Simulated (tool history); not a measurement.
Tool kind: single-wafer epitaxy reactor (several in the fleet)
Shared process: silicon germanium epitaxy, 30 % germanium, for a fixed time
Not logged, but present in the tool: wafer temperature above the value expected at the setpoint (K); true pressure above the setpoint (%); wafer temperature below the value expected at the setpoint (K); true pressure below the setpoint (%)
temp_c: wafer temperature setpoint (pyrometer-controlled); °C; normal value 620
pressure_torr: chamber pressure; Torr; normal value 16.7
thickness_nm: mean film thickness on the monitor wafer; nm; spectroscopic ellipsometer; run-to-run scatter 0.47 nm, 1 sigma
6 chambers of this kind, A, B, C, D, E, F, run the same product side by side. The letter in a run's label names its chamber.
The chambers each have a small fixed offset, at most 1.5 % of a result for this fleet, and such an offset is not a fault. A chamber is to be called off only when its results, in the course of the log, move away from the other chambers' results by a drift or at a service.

| run | hour | temp_c | pressure_torr | hours since the last pyrometer calibration | hours since the last manometer calibration | read-back reference wafer on the same gauge, thickness_nm | thickness_nm |
|---|---|---|---|---|---|---|---|
| 1F | 4.6 | 620 | 16.7 | 515.1 | 253.6 | 91.041 | 79.092 |
| 2D | 11.7 | 620 | 16.7 | 856.9 | 525.6 | 91.109 | 78.774 |
| 3A | 18.2 | 620 | 16.7 | 147.1 | 627 | 90.866 | 78.751 |
|  | 20.8 | chamber D: pyrometer calibrated |
| 4E | 22.8 | 620 | 16.7 | 1139.1 | 613.9 | 91.094 | 77.525 |
| 5B | 29.4 | 620 | 16.7 | 233.7 | 2204.4 | 91.136 | 77.599 |
| 6C | 33.6 | 620 | 16.7 | 988.8 | 2093.4 | 91.104 | 77.735 |
| 7F | 37.9 | 611 | 13.4 | 548.4 | 286.9 | 91.016 | 61.461 |
| 8D | 43.6 | 611 | 13.4 | 22.8 | 557.5 | 90.866 | 60.932 |
| 9B | 47.9 | 611 | 13.4 | 252.2 | 2222.9 | 91.093 | 61.384 |
| 10A | 53 | 611 | 13.4 | 181.9 | 661.8 | 91.063 | 61.46 |
| 11E | 58.1 | 611 | 13.4 | 1174.4 | 649.2 | 91.055 | 60.383 |
| 12C | 65.6 | 611 | 13.4 | 1020.8 | 2125.4 | 91.06 | 61.151 |
| 13A | 71.4 | 620 | 16.7 | 200.3 | 680.2 | 91.087 | 78.718 |
| 14B | 74.8 | 620 | 16.7 | 279.1 | 2249.8 | 90.962 | 77.688 |
| 15E | 81.1 | 620 | 20.7 | 1197.4 | 672.2 | 91.12 | 84.386 |
| 16D | 86.1 | 620 | 20.7 | 65.3 | 600 | 91.1 | 85.422 |
| 17F | 91.1 | 620 | 20.7 | 601.6 | 340.1 | 91.045 | 86.845 |
| 18C | 94.6 | 620 | 20.7 | 1049.8 | 2154.4 | 91.037 | 87.338 |
| 19B | 98.1 | 620 | 20.7 | 302.4 | 2273.1 | 91.078 | 85.054 |
| 20D | 104.1 | 620 | 20.7 | 83.3 | 618 | 91.116 | 84.509 |
| 21C | 111 | 620 | 16.7 | 1066.2 | 2170.8 | 91.07 | 81.3 |
| 22F | 118.2 | 620 | 16.7 | 628.7 | 367.2 | 91.205 | 78.448 |
| 23A | 121.7 | 620 | 16.7 | 250.6 | 730.5 | 91.148 | 78.277 |
|  | 122.1 | chamber B: capacitance manometer re-zeroed and calibrated |
| 24E | 125.9 | 620 | 16.7 | 1242.2 | 717 | 90.972 | 77.588 |
| 25B | 130.6 | 620 | 16.7 | 334.9 | 8.6 | 91.077 | 78.447 |
| 26A | 135.4 | 615 | 19.5 | 264.3 | 744.2 | 91.135 | 76.087 |
| 27D | 142.7 | 615 | 19.5 | 121.9 | 656.6 | 91.001 | 76.12 |
| 28C | 146.7 | 615 | 19.5 | 1101.9 | 2206.5 | 90.976 | 78.509 |
| 29E | 151.9 | 615 | 19.5 | 1268.2 | 743 | 91.125 | 75.596 |
| 30F | 156.1 | 615 | 19.5 | 666.6 | 405.1 | 91.035 | 77.787 |
| 31B | 161.4 | 615 | 19.5 | 365.7 | 39.4 | 91.059 | 76.532 |
| 32E | 165.8 | 620 | 16.7 | 1282.1 | 756.9 | 91.055 | 77.12 |
| 33A | 169.6 | 631 | 13 | 298.5 | 778.4 | 91.151 | 86.044 |
| 34C | 174.5 | 631 | 13 | 1129.7 | 2234.3 | 91.19 | 89.643 |
| 35D | 178.1 | 631 | 13 | 157.3 | 692 | 91.309 | 84.642 |
| 36F | 183.7 | 631 | 13 | 694.2 | 432.7 | 91.054 | 86.312 |
| 37C | 187.3 | 631 | 13 | 1142.5 | 2247.1 | 91.039 | 90.324 |
| 38F | 193.8 | 631 | 13 | 704.3 | 442.8 | 91.184 | 85.549 |
| 39B | 199.7 | 620 | 16.7 | 404 | 77.7 | 90.942 | 77.078 |

All 6 chambers run these settings next. Forecast each chamber's results:
| 40A | 205.3 | 608 | 16.7 |  |  |  | ? |
| 40B | 205.3 | 608 | 16.7 |  |  |  | ? |
| 40C | 205.3 | 608 | 16.7 |  |  |  | ? |
| 40D | 205.3 | 608 | 16.7 |  |  |  | ? |
| 40E | 205.3 | 608 | 16.7 |  |  |  | ? |
| 40F | 205.3 | 608 | 16.7 |  |  |  | ? |

| run | thickness_nm |
|---|---|
| 40A | 63.225 |
| 40B | 63.194 |
| 40C | 67.535 |
| 40D | 63.521 |
| 40E | 62.816 |
| 40F | 63.853 |
